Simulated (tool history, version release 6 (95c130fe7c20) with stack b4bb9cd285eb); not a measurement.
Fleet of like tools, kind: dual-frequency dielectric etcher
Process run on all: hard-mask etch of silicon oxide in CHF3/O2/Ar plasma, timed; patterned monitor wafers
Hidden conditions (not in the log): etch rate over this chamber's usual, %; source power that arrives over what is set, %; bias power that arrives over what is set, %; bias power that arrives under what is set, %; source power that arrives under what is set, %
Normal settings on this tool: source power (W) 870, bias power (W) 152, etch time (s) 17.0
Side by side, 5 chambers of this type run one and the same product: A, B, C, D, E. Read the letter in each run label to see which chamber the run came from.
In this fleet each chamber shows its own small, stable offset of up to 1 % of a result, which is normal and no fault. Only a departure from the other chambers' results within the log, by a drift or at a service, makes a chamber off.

run   hour  source power (W)  bias power (W)  etch time (s)  hours since the last wet clean  hours since the last source power generator calibration  hours since the last bias power generator calibration  read-back reference wafer on the same gauge, depth_nm  mean etch depth across the wafer (nm)
 1C    9.5               870             152           17.0                           423.2                                                   3751.8                                                 2924.1                                                 36.796                                 36.755
 2A   16.3               870             152           17.0                           394.0                                                    715.4                                                  983.0                                                 36.795                                 36.714
 3D   23.2               870             152           17.0                           191.2                                                   1645.5                                                  911.2                                                 36.805                                 36.593
      30.3  -- chamber C: source power generator calibrated
 4B   34.2               870             152           17.0                           112.9                                                   1832.7                                                 2985.6                                                 36.818                                 36.669
 5E   43.1               870             152           17.0                           163.5                                                   2812.9                                                  181.0                                                 36.809                                 37.192
 6D   55.6               870             152           17.0                           223.6                                                   1677.9                                                  943.6                                                 36.801                                 36.567
 7E   62.9               870             152           17.0                           183.3                                                   2832.7                                                  200.8                                                 36.802                                 37.351
      72.0  -- chamber C: wet clean of the chamber
 8C   76.6               870             152           17.0                             4.6                                                     46.3                                                 2991.2                                                 36.784                                 36.565
 9B   85.9               940             152           14.0                           164.6                                                   1884.4                                                 3037.3                                                 36.800                                 31.114
10A   92.9               940             152           14.0                           470.6                                                    792.0                                                 1059.6                                                 36.808                                 31.137
11C  107.9               940             152           14.0                            35.9                                                     77.6                                                 3022.5                                                 36.852                                 31.212
12E  119.5               940             152           14.0                           239.9                                                   2889.3                                                  257.4                                                 36.825                                 32.020
13D  130.7               940             152           14.0                           298.7                                                   1753.0                                                 1018.7                                                 36.810                                 31.024
14A  139.7               870             152           17.0                           517.4                                                    838.8                                                 1106.4                                                 36.810                                 36.822
15B  153.3               870             152           17.0                           232.0                                                   1951.8                                                 3104.7                                                 36.798                                 36.948
16D  165.8               870             152           17.0                           333.8                                                   1788.1                                                 1053.8                                                 36.831                                 36.536
17A  178.0               870             152           17.0                           555.7                                                    877.1                                                 1144.7                                                 36.830                                 36.689
18E  186.9               870             152           17.0                           307.3                                                   2956.7                                                  324.8                                                 36.838                                 37.684
     187.2  -- chamber A: wet clean of the chamber
19B  197.1               870             152           17.0                           275.8                                                   1995.6                                                 3148.5                                                 36.817                                 36.815
20C  206.4               870             152           17.0                           134.4                                                    176.1                                                 3121.0                                                 36.817                                 36.883
21B  220.0               870             152           17.0                           298.7                                                   2018.5                                                 3171.4                                                 36.834                                 36.600
22C  231.8               870             152           17.0                           159.8                                                    201.5                                                 3146.4                                                 36.803                                 36.617
23D  246.4               870             152           17.0                           414.4                                                   1868.7                                                 1134.4                                                 36.798                                 36.597
24A  256.2               870             152           17.0                            69.0                                                    955.3                                                 1222.9                                                 36.800                                 36.570
     263.9  -- chamber D: wet clean of the chamber
     264.7  -- chamber B: source power generator calibrated
25E  268.2               870             152           19.5                           388.6                                                   3038.0                                                  406.1                                                 36.750                                 43.848
26E  276.6               870             152           19.5                           397.0                                                   3046.4                                                  414.5                                                 36.820                                 43.755
27A  285.0               870             152           19.5                            97.8                                                    984.1                                                 1251.7                                                 36.816                                 41.836
28D  294.6               870             152           19.5                            30.7                                                   1916.9                                                 1182.6                                                 36.816                                 42.047
29B  304.0               870             152           19.5                           382.7                                                     39.4                                                 3255.4                                                 36.789                                 42.304
     313.9  -- chamber C: bias power generator calibrated
30C  318.5               870             152           17.0                           246.5                                                    288.2                                                    4.6                                                 36.764                                 36.552
31A  331.6               870             152           17.0                           144.4                                                   1030.7                                                 1298.3                                                 36.777                                 36.507
32C  341.4               870             152           17.0                           269.4                                                    311.1                                                   27.5                                                 36.784                                 36.616
33E  354.1               870             152           17.0                           474.5                                                   3123.9                                                  492.0                                                 36.798                                 38.719

Read the log: is a single chamber off, either drifting away or since a service, is the gauge that measures every chamber drifting, or is nothing wrong beyond small per-chamber offsets? Name any odd chamber and what most likely caused it.

Little by little, chamber E moves away from the other chambers.
What lies behind it: etch rate over this chamber's usual, % = 4.32.

Below are 4 candidate recipes for chamber E's next run, each the usual settings with a change, their results shown as question marks. Which of them brings E's results back in line with what the other chambers give on the usual settings?
Counts as in line when no further than this from what the other chambers average on the usual settings: mean etch depth across the wafer (nm) 0.490
34E-1  365.1               800             142           17.0                                                                                                                                                                                                                                             ?
34E-2  365.1               840             148           17.0                                                                                                                                                                                                                                             ?
34E-3  365.1               870             178           17.0                                                                                                                                                                                                                                             ?
34E-4  365.1               920             152           17.0                                                                                                                                                                                                                                             ?

Usual-settings mean across the other chambers: mean etch depth across the wafer (nm) 36.670
  run  mean etch depth across the wafer (nm)
34E-1                                 36.640
34E-2                                 37.824
34E-3                                 40.643
34E-4                                 39.516
Change 34E-1 lands the chamber within the allowed miss of the other chambers.
